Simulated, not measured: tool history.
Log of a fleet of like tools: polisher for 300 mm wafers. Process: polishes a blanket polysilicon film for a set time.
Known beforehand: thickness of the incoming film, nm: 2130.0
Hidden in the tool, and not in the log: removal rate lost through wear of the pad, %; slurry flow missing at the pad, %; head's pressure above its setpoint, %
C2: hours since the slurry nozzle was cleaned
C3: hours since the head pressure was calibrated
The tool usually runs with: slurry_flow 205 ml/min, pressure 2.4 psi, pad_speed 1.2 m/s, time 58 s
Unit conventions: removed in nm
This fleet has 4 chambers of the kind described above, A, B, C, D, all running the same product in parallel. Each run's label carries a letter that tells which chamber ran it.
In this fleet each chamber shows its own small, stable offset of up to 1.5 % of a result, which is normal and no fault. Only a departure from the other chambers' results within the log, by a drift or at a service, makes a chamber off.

{"run": "1D", "hour": 10.0, "slurry_flow": 205, "pressure": 2.4, "pad_speed": 1.2, "time": 58, "wafers polished on this pad": 147, "C2": 70.3, "C3": 336.6, "removed": 573.33}
{"run": "2B", "hour": 17.7, "slurry_flow": 205, "pressure": 2.4, "pad_speed": 1.2, "time": 58, "wafers polished on this pad": 578, "C2": 286.2, "C3": 263.1, "removed": 578.44}
{"run": "3C", "hour": 27.5, "slurry_flow": 205, "pressure": 2.4, "pad_speed": 1.2, "time": 58, "wafers polished on this pad": 482, "C2": 122.4, "C3": 554.2, "removed": 572.14}
{"run": "4A", "hour": 35.1, "slurry_flow": 205, "pressure": 2.4, "pad_speed": 1.2, "time": 58, "wafers polished on this pad": 557, "C2": 169.2, "C3": 475.0, "removed": 580.93}
{"hour": 37.2, "done": "chamber A: worn pad replaced by a new one"}
{"hour": 40.3, "done": "chamber B: worn pad replaced by a new one"}
{"run": "5B", "hour": 42.5, "slurry_flow": 205, "pressure": 2.4, "pad_speed": 1.2, "time": 58, "wafers polished on this pad": 19, "C2": 311.0, "C3": 287.9, "removed": 580.0}
{"run": "6D", "hour": 50.0, "slurry_flow": 205, "pressure": 2.4, "pad_speed": 1.2, "time": 58, "wafers polished on this pad": 496, "C2": 110.3, "C3": 376.6, "removed": 567.29}
{"run": "7A", "hour": 58.4, "slurry_flow": 205, "pressure": 2.4, "pad_speed": 1.2, "time": 58, "wafers polished on this pad": 185, "C2": 192.5, "C3": 498.3, "removed": 574.43}
{"run": "8C", "hour": 67.9, "slurry_flow": 205, "pressure": 2.4, "pad_speed": 1.2, "time": 58, "wafers polished on this pad": 835, "C2": 162.8, "C3": 594.6, "removed": 588.52}
{"hour": 69.5, "done": "chamber C: worn pad replaced by a new one"}
{"run": "9C", "hour": 72.8, "slurry_flow": 205, "pressure": 2.4, "pad_speed": 1.2, "time": 58, "wafers polished on this pad": 29, "C2": 167.7, "C3": 599.5, "removed": 573.81}
{"run": "10B", "hour": 82.2, "slurry_flow": 205, "pressure": 2.4, "pad_speed": 1.2, "time": 58, "wafers polished on this pad": 366, "C2": 350.7, "C3": 327.6, "removed": 583.85}
{"hour": 89.2, "done": "chamber A: slurry nozzle cleaned"}
{"run": "11D", "hour": 91.2, "slurry_flow": 205, "pressure": 2.4, "pad_speed": 1.2, "time": 58, "wafers polished on this pad": 856, "C2": 151.5, "C3": 417.8, "removed": 570.69}
{"run": "12A", "hour": 102.0, "slurry_flow": 205, "pressure": 2.4, "pad_speed": 1.2, "time": 58, "wafers polished on this pad": 566, "C2": 12.8, "C3": 541.9, "removed": 584.29}
{"hour": 105.6, "done": "chamber A: worn pad replaced by a new one"}
{"run": "13D", "hour": 111.7, "slurry_flow": 205, "pressure": 2.4, "pad_speed": 1.2, "time": 58, "wafers polished on this pad": 1035, "C2": 172.0, "C3": 438.3, "removed": 591.12}
{"run": "14B", "hour": 121.8, "slurry_flow": 205, "pressure": 2.4, "pad_speed": 1.2, "time": 58, "wafers polished on this pad": 712, "C2": 390.3, "C3": 367.2, "removed": 579.62}
{"run": "15A", "hour": 129.8, "slurry_flow": 205, "pressure": 2.4, "pad_speed": 1.2, "time": 58, "wafers polished on this pad": 212, "C2": 40.6, "C3": 569.7, "removed": 582.23}
{"hour": 134.6, "done": "chamber B: worn pad replaced by a new one"}
{"hour": 138.4, "done": "chamber D: head pressure recalibrated"}
{"run": "16C", "hour": 140.4, "slurry_flow": 205, "pressure": 2.4, "pad_speed": 1.2, "time": 58, "wafers polished on this pad": 619, "C2": 235.3, "C3": 667.1, "removed": 584.82}
{"run": "17D", "hour": 148.0, "slurry_flow": 205, "pressure": 2.4, "pad_speed": 1.2, "time": 58, "wafers polished on this pad": 1352, "C2": 208.3, "C3": 9.7, "removed": 646.63}
{"hour": 149.3, "done": "chamber D: worn pad replaced by a new one"}
{"run": "18A", "hour": 157.8, "slurry_flow": 205, "pressure": 2.4, "pad_speed": 1.2, "time": 58, "wafers polished on this pad": 456, "C2": 68.6, "C3": 597.7, "removed": 578.7}
{"run": "19C", "hour": 167.5, "slurry_flow": 205, "pressure": 2.4, "pad_speed": 1.2, "time": 58, "wafers polished on this pad": 856, "C2": 262.4, "C3": 694.2, "removed": 585.85}
{"hour": 169.8, "done": "chamber A: worn pad replaced by a new one"}
{"run": "20B", "hour": 174.6, "slurry_flow": 205, "pressure": 2.4, "pad_speed": 1.2, "time": 58, "wafers polished on this pad": 349, "C2": 443.1, "C3": 420.0, "removed": 579.17}
{"hour": 175.6, "done": "chamber C: worn pad replaced by a new one"}
{"run": "21B", "hour": 184.0, "slurry_flow": 205, "pressure": 2.4, "pad_speed": 1.2, "time": 58, "wafers polished on this pad": 431, "C2": 452.5, "C3": 429.4, "removed": 580.17}
{"run": "22A", "hour": 190.2, "slurry_flow": 205, "pressure": 2.4, "pad_speed": 1.2, "time": 58, "wafers polished on this pad": 178, "C2": 101.0, "C3": 630.1, "removed": 587.62}
{"run": "23D", "hour": 196.7, "slurry_flow": 205, "pressure": 2.4, "pad_speed": 1.2, "time": 58, "wafers polished on this pad": 414, "C2": 257.0, "C3": 58.4, "removed": 639.4}
{"run": "24C", "hour": 202.2, "slurry_flow": 205, "pressure": 2.4, "pad_speed": 1.2, "time": 58, "wafers polished on this pad": 232, "C2": 297.1, "C3": 728.9, "removed": 585.51}
{"run": "25C", "hour": 210.0, "slurry_flow": 205, "pressure": 2.4, "pad_speed": 1.2, "time": 58, "wafers polished on this pad": 301, "C2": 304.9, "C3": 736.7, "removed": 575.54}
{"run": "26A", "hour": 217.9, "slurry_flow": 205, "pressure": 2.4, "pad_speed": 1.2, "time": 58, "wafers polished on this pad": 420, "C2": 128.7, "C3": 657.8, "removed": 573.15}
{"hour": 218.6, "done": "chamber C: slurry nozzle cleaned"}
{"hour": 224.1, "done": "chamber B: slurry nozzle cleaned"}
{"run": "27B", "hour": 228.5, "slurry_flow": 205, "pressure": 2.4, "pad_speed": 1.2, "time": 58, "wafers polished on this pad": 820, "C2": 4.4, "C3": 473.9, "removed": 560.99}
{"hour": 231.1, "done": "chamber A: worn pad replaced by a new one"}
{"run": "28D", "hour": 233.6, "slurry_flow": 205, "pressure": 2.4, "pad_speed": 1.2, "time": 58, "wafers polished on this pad": 736, "C2": 293.9, "C3": 95.3, "removed": 645.36}
{"hour": 236.3, "done": "chamber B: worn pad replaced by a new one"}
{"run": "29A", "hour": 239.8, "slurry_flow": 205, "pressure": 2.4, "pad_speed": 1.2, "time": 58, "wafers polished on this pad": 76, "C2": 150.6, "C3": 679.7, "removed": 577.34}
{"run": "30D", "hour": 245.4, "slurry_flow": 205, "pressure": 2.4, "pad_speed": 1.2, "time": 58, "wafers polished on this pad": 839, "C2": 305.7, "C3": 107.1, "removed": 651.2}
{"run": "31C", "hour": 255.9, "slurry_flow": 205, "pressure": 2.4, "pad_speed": 1.2, "time": 58, "wafers polished on this pad": 701, "C2": 37.3, "C3": 782.6, "removed": 580.86}
{"run": "32B", "hour": 263.0, "slurry_flow": 205, "pressure": 2.4, "pad_speed": 1.2, "time": 58, "wafers polished on this pad": 233, "C2": 38.9, "C3": 508.4, "removed": 575.76}
{"run": "33C", "hour": 272.6, "slurry_flow": 205, "pressure": 2.4, "pad_speed": 1.2, "time": 58, "wafers polished on this pad": 847, "C2": 54.0, "C3": 799.3, "removed": 589.28}

Has any chamber moved away from the others, gradually or after a service, or does the common gauge drift, or do the chambers differ only by their own small steady offsets? State the chamber and the most likely cause if one applies.

Chamber D has stood off from the others ever since a service on it.
What lies behind it: head's pressure above its setpoint, % = 11.9.

Below are 4 candidate recipes for chamber D's next run, each the usual settings with a change, their results shown as question marks. Which of them brings D's results back in line with what the other chambers give on the usual settings?
A result is in line if it is within this distance of the other chambers' mean on the usual settings: removed 26.00 nm
{"run": "34D-1", "hour": 280.5, "slurry_flow": 205, "pressure": 2.4, "pad_speed": 1.22, "time": 58, "removed": "?"}
{"run": "34D-2", "hour": 280.5, "slurry_flow": 205, "pressure": 2.4, "pad_speed": 1.14, "time": 55, "removed": "?"}
{"run": "34D-3", "hour": 280.5, "slurry_flow": 210, "pressure": 2.4, "pad_speed": 1.2, "time": 64, "removed": "?"}
{"run": "34D-4", "hour": 280.5, "slurry_flow": 205, "pressure": 2.4, "pad_speed": 1.18, "time": 57, "removed": "?"}

The other chambers' mean on the usual settings: removed 578.88 nm
run=34D-1 removed=654.98
run=34D-2 removed=580.71
run=34D-3 removed=713.35
run=34D-4 removed=622.76
34D-2 is the one that brings the chamber's results back in line with the other chambers.
